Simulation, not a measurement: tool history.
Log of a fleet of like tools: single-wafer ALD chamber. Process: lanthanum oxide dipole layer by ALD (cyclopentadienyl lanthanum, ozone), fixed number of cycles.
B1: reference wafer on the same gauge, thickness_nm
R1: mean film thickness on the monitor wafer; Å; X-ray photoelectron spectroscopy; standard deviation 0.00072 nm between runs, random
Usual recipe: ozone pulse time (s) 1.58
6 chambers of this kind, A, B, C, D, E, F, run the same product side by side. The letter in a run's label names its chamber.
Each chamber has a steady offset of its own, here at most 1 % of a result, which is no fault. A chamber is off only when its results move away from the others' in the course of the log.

Run 1F, hour 10.1: usual settings; B1 0.57893. Result: R1 5.5553 Å.
Run 2E, hour 18.7: usual settings; B1 0.5787. Result: R1 5.5687 Å.
Run 3B, hour 30: usual settings; B1 0.57888. Result: R1 5.5791 Å.
At hour 34.1: chamber B: ozone generator serviced.
Run 4A, hour 39.5: usual settings; B1 0.5786. Result: R1 5.5016 Å.
Run 5C, hour 50.1: usual settings; B1 0.57853. Result: R1 5.5099 Å.
Run 6D, hour 59.4: usual settings; B1 0.57841. Result: R1 5.5273 Å.
Run 7E, hour 67.1: usual settings; B1 0.57853. Result: R1 5.5628 Å.
Run 8D, hour 75.5: usual settings; B1 0.57837. Result: R1 5.512 Å.
Run 9A, hour 86.4: usual settings; B1 0.57836. Result: R1 5.4994 Å.
At hour 90.4: chamber B: thermocouple changed; heater temperature recalibrated.
Run 10F, hour 93.7: usual settings; B1 0.57813. Result: R1 5.554 Å.
Run 11C, hour 102.4: usual settings; B1 0.57797. Result: R1 5.496 Å.
Run 12B, hour 110.1: usual settings but ozone pulse time (s) 2; B1 0.57786. Result: R1 5.7178 Å.
Run 13E, hour 119.5: usual settings but ozone pulse time (s) 2; B1 0.57807. Result: R1 5.7081 Å.
Run 14D, hour 131.3: usual settings but ozone pulse time (s) 2; B1 0.57801. Result: R1 5.6481 Å.
Run 15B, hour 138: usual settings but ozone pulse time (s) 2; B1 0.57783. Result: R1 5.7254 Å.
Run 16F, hour 145.1: usual settings but ozone pulse time (s) 2; B1 0.57781. Result: R1 5.6962 Å.
Run 17A, hour 156: usual settings but ozone pulse time (s) 2; B1 0.57742. Result: R1 5.622 Å.
Run 18C, hour 167: usual settings; B1 0.57754. Result: R1 5.4958 Å.
Run 19F, hour 177.3: usual settings; B1 0.57741. Result: R1 5.5457 Å.
Run 20A, hour 185.7: usual settings; B1 0.57725. Result: R1 5.5007 Å.
Run 21D, hour 196.4: usual settings; B1 0.57695. Result: R1 5.5041 Å.
Run 22B, hour 205.9: usual settings; B1 0.57712. Result: R1 5.5528 Å.
Run 23E, hour 217.4: usual settings; B1 0.57694. Result: R1 5.5446 Å.
Run 24C, hour 226.9: usual settings; B1 0.5771. Result: R1 5.4824 Å.
Run 25E, hour 232.5: usual settings but ozone pulse time (s) 1; B1 0.57704. Result: R1 5.0176 Å.
Run 26F, hour 239.2: usual settings but ozone pulse time (s) 1; B1 0.57692. Result: R1 5.0151 Å.
Run 27A, hour 246.4: usual settings but ozone pulse time (s) 1; B1 0.57673. Result: R1 4.9523 Å.
Run 28B, hour 253.9: usual settings but ozone pulse time (s) 1; B1 0.57647. Result: R1 4.9872 Å.
Run 29D, hour 265.1: usual settings but ozone pulse time (s) 1; B1 0.57665. Result: R1 4.9676 Å.
Run 30C, hour 271.6: usual settings but ozone pulse time (s) 1; B1 0.57659. Result: R1 4.9546 Å.
At hour 275.3: chamber A: thermocouple changed; heater temperature recalibrated.
Run 31E, hour 282.7: usual settings; B1 0.57631. Result: R1 5.5577 Å.
Run 32A, hour 291.7: usual settings; B1 0.57641. Result: R1 5.4724 Å.
Run 33D, hour 298.2: usual settings; B1 0.57643. Result: R1 5.5089 Å.
Run 34F, hour 309.2: usual settings; B1 0.5764. Result: R1 5.5367 Å.
Run 35C, hour 314.5: usual settings; B1 0.57614. Result: R1 5.4934 Å.
Run 36B, hour 325.9: usual settings but ozone pulse time (s) 1.02; B1 0.57584. Result: R1 5.0159 Å.
Run 37C, hour 331.8: usual settings but ozone pulse time (s) 1.02; B1 0.57587. Result: R1 4.9881 Å.

Does one chamber stand apart from the rest, does the shared gauge drift, or is all well apart from small per-chamber offsets? Give the chamber and the most likely cause, where there is one.

The shared gauge is drifting. All chambers look as if they move in step, but none is off.
Cause: gauge reads low (%) = 0.53.

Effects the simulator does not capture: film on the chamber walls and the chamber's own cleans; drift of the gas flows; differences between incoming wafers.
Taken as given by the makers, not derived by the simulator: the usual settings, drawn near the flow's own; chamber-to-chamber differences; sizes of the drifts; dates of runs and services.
